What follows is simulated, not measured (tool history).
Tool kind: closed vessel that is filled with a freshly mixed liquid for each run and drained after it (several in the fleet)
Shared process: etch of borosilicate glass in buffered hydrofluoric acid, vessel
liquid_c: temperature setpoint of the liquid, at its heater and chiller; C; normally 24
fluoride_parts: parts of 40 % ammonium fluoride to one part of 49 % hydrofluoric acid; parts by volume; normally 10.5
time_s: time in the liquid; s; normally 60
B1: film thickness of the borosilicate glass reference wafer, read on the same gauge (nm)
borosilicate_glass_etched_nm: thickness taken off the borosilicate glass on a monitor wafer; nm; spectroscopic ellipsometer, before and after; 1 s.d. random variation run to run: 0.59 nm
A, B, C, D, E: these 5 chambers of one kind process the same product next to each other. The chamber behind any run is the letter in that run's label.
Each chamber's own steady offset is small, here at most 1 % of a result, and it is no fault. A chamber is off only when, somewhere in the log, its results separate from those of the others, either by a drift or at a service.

{"run": "1C", "hour": 14.9, "liquid_c": 24, "fluoride_parts": 10.5, "time_s": 60, "B1": 99.996, "borosilicate_glass_etched_nm": 71.893}
{"run": "2B", "hour": 25.9, "liquid_c": 24, "fluoride_parts": 10.5, "time_s": 60, "B1": 100.06, "borosilicate_glass_etched_nm": 71.103}
{"run": "3D", "hour": 38.5, "liquid_c": 24, "fluoride_parts": 10.5, "time_s": 60, "B1": 100.04, "borosilicate_glass_etched_nm": 70.145}
{"run": "4A", "hour": 48.9, "liquid_c": 24, "fluoride_parts": 10.5, "time_s": 60, "B1": 99.985, "borosilicate_glass_etched_nm": 71.812}
{"run": "5E", "hour": 58.8, "liquid_c": 24, "fluoride_parts": 10.5, "time_s": 75, "B1": 100.03, "borosilicate_glass_etched_nm": 86.999}
{"run": "6C", "hour": 70.2, "liquid_c": 24, "fluoride_parts": 10.5, "time_s": 75, "B1": 100.01, "borosilicate_glass_etched_nm": 89.375}
{"hour": 77.7, "done": "chamber D: hydrofluoric acid flow meter replaced"}
{"run": "7D", "hour": 81.3, "liquid_c": 24, "fluoride_parts": 10.5, "time_s": 75, "B1": 100.02, "borosilicate_glass_etched_nm": 87.297}
{"run": "8A", "hour": 91.8, "liquid_c": 24, "fluoride_parts": 10.5, "time_s": 75, "B1": 100.02, "borosilicate_glass_etched_nm": 89.009}
{"hour": 95.7, "done": "chamber E: hydrofluoric acid flow meter replaced"}
{"run": "9B", "hour": 101.8, "liquid_c": 24, "fluoride_parts": 10.5, "time_s": 75, "B1": 100.02, "borosilicate_glass_etched_nm": 88.407}
{"run": "10E", "hour": 114.8, "liquid_c": 24, "fluoride_parts": 10.5, "time_s": 45, "B1": 99.924, "borosilicate_glass_etched_nm": 52.782}
{"run": "11C", "hour": 122.6, "liquid_c": 24, "fluoride_parts": 10.5, "time_s": 45, "B1": 100.02, "borosilicate_glass_etched_nm": 53.502}
{"hour": 126.3, "done": "chamber B: thermometer replaced"}
{"run": "12B", "hour": 133.7, "liquid_c": 24, "fluoride_parts": 10.5, "time_s": 45, "B1": 99.975, "borosilicate_glass_etched_nm": 53.73}
{"run": "13D", "hour": 142.7, "liquid_c": 24, "fluoride_parts": 10.5, "time_s": 45, "B1": 99.983, "borosilicate_glass_etched_nm": 53.626}
{"run": "14A", "hour": 156.0, "liquid_c": 24, "fluoride_parts": 10.5, "time_s": 45, "B1": 99.979, "borosilicate_glass_etched_nm": 53.418}
{"run": "15E", "hour": 163.6, "liquid_c": 24, "fluoride_parts": 10.5, "time_s": 60, "B1": 99.985, "borosilicate_glass_etched_nm": 70.978}
{"run": "16A", "hour": 176.3, "liquid_c": 24, "fluoride_parts": 10.5, "time_s": 60, "B1": 100.04, "borosilicate_glass_etched_nm": 70.951}
{"run": "17B", "hour": 186.1, "liquid_c": 24, "fluoride_parts": 10.5, "time_s": 60, "B1": 100.04, "borosilicate_glass_etched_nm": 70.638}
{"run": "18C", "hour": 193.8, "liquid_c": 24, "fluoride_parts": 7.0, "time_s": 60, "B1": 100.0, "borosilicate_glass_etched_nm": 105.66}
{"run": "19E", "hour": 208.6, "liquid_c": 24, "fluoride_parts": 7.0, "time_s": 60, "B1": 99.987, "borosilicate_glass_etched_nm": 103.28}
{"run": "20D", "hour": 221.3, "liquid_c": 24, "fluoride_parts": 7.0, "time_s": 60, "B1": 99.961, "borosilicate_glass_etched_nm": 105.89}
{"run": "21A", "hour": 230.5, "liquid_c": 24, "fluoride_parts": 7.0, "time_s": 60, "B1": 99.987, "borosilicate_glass_etched_nm": 106.03}
{"run": "22B", "hour": 243.1, "liquid_c": 24, "fluoride_parts": 7.0, "time_s": 60, "B1": 99.992, "borosilicate_glass_etched_nm": 107.02}
{"run": "23E", "hour": 256.0, "liquid_c": 20, "fluoride_parts": 10.5, "time_s": 90, "B1": 100.0, "borosilicate_glass_etched_nm": 84.459}
{"run": "24C", "hour": 271.0, "liquid_c": 20, "fluoride_parts": 10.5, "time_s": 90, "B1": 100.01, "borosilicate_glass_etched_nm": 83.052}
{"run": "25D", "hour": 282.1, "liquid_c": 20, "fluoride_parts": 10.5, "time_s": 90, "B1": 100.0, "borosilicate_glass_etched_nm": 86.736}
{"hour": 290.3, "done": "chamber B: hydrofluoric acid flow meter replaced"}
{"run": "26C", "hour": 291.9, "liquid_c": 20, "fluoride_parts": 10.5, "time_s": 90, "B1": 99.952, "borosilicate_glass_etched_nm": 82.329}
{"run": "27D", "hour": 301.5, "liquid_c": 20, "fluoride_parts": 10.5, "time_s": 90, "B1": 100.04, "borosilicate_glass_etched_nm": 86.442}
{"run": "28A", "hour": 310.8, "liquid_c": 24, "fluoride_parts": 10.5, "time_s": 60, "B1": 100.05, "borosilicate_glass_etched_nm": 71.492}
{"run": "29B", "hour": 323.0, "liquid_c": 24, "fluoride_parts": 10.5, "time_s": 60, "B1": 99.988, "borosilicate_glass_etched_nm": 70.658}
{"run": "30E", "hour": 335.5, "liquid_c": 24, "fluoride_parts": 10.5, "time_s": 60, "B1": 100.05, "borosilicate_glass_etched_nm": 70.656}
{"hour": 337.8, "done": "chamber D: thermometer replaced"}
{"run": "31A", "hour": 343.7, "liquid_c": 24, "fluoride_parts": 10.5, "time_s": 60, "B1": 100.01, "borosilicate_glass_etched_nm": 71.712}
{"hour": 349.6, "done": "chamber C: thermometer replaced"}
{"run": "32D", "hour": 355.5, "liquid_c": 24, "fluoride_parts": 10.5, "time_s": 60, "B1": 100.04, "borosilicate_glass_etched_nm": 70.648}
{"run": "33C", "hour": 362.6, "liquid_c": 24, "fluoride_parts": 10.5, "time_s": 60, "B1": 100.06, "borosilicate_glass_etched_nm": 66.43}
{"run": "34B", "hour": 375.9, "liquid_c": 24, "fluoride_parts": 10.5, "time_s": 60, "B1": 99.998, "borosilicate_glass_etched_nm": 70.853}
{"run": "35E", "hour": 387.5, "liquid_c": 24, "fluoride_parts": 10.5, "time_s": 60, "B1": 100.0, "borosilicate_glass_etched_nm": 70.207}
{"run": "36A", "hour": 397.1, "liquid_c": 24, "fluoride_parts": 10.5, "time_s": 60, "B1": 99.987, "borosilicate_glass_etched_nm": 70.755}
{"run": "37C", "hour": 405.2, "liquid_c": 24, "fluoride_parts": 10.5, "time_s": 60, "B1": 100.04, "borosilicate_glass_etched_nm": 65.271}
{"run": "38D", "hour": 413.4, "liquid_c": 24, "fluoride_parts": 10.5, "time_s": 60, "B1": 99.982, "borosilicate_glass_etched_nm": 71.707}
{"run": "39B", "hour": 424.9, "liquid_c": 24, "fluoride_parts": 10.5, "time_s": 60, "B1": 99.958, "borosilicate_glass_etched_nm": 71.729}
{"run": "40E", "hour": 435.6, "liquid_c": 24, "fluoride_parts": 10.5, "time_s": 60, "B1": 99.933, "borosilicate_glass_etched_nm": 70.717}
{"run": "41A", "hour": 446.3, "liquid_c": 24, "fluoride_parts": 10.5, "time_s": 60, "B1": 100.02, "borosilicate_glass_etched_nm": 71.166}
{"run": "42B", "hour": 454.4, "liquid_c": 24, "fluoride_parts": 10.5, "time_s": 60, "B1": 100.04, "borosilicate_glass_etched_nm": 71.708}

The same settings go to every chamber for the next run, one line per chamber below. Forecast the results for each:
{"run": "43A", "hour": 465.2, "liquid_c": 24, "fluoride_parts": 10.5, "time_s": 60, "borosilicate_glass_etched_nm": "?"}
{"run": "43B", "hour": 465.2, "liquid_c": 24, "fluoride_parts": 10.5, "time_s": 60, "borosilicate_glass_etched_nm": "?"}
{"run": "43C", "hour": 465.2, "liquid_c": 24, "fluoride_parts": 10.5, "time_s": 60, "borosilicate_glass_etched_nm": "?"}
{"run": "43D", "hour": 465.2, "liquid_c": 24, "fluoride_parts": 10.5, "time_s": 60, "borosilicate_glass_etched_nm": "?"}
{"run": "43E", "hour": 465.2, "liquid_c": 24, "fluoride_parts": 10.5, "time_s": 60, "borosilicate_glass_etched_nm": "?"}

run=43A borosilicate_glass_etched_nm=71.634
run=43B borosilicate_glass_etched_nm=70.369
run=43C borosilicate_glass_etched_nm=62.862
run=43D borosilicate_glass_etched_nm=71.942
run=43E borosilicate_glass_etched_nm=71.862
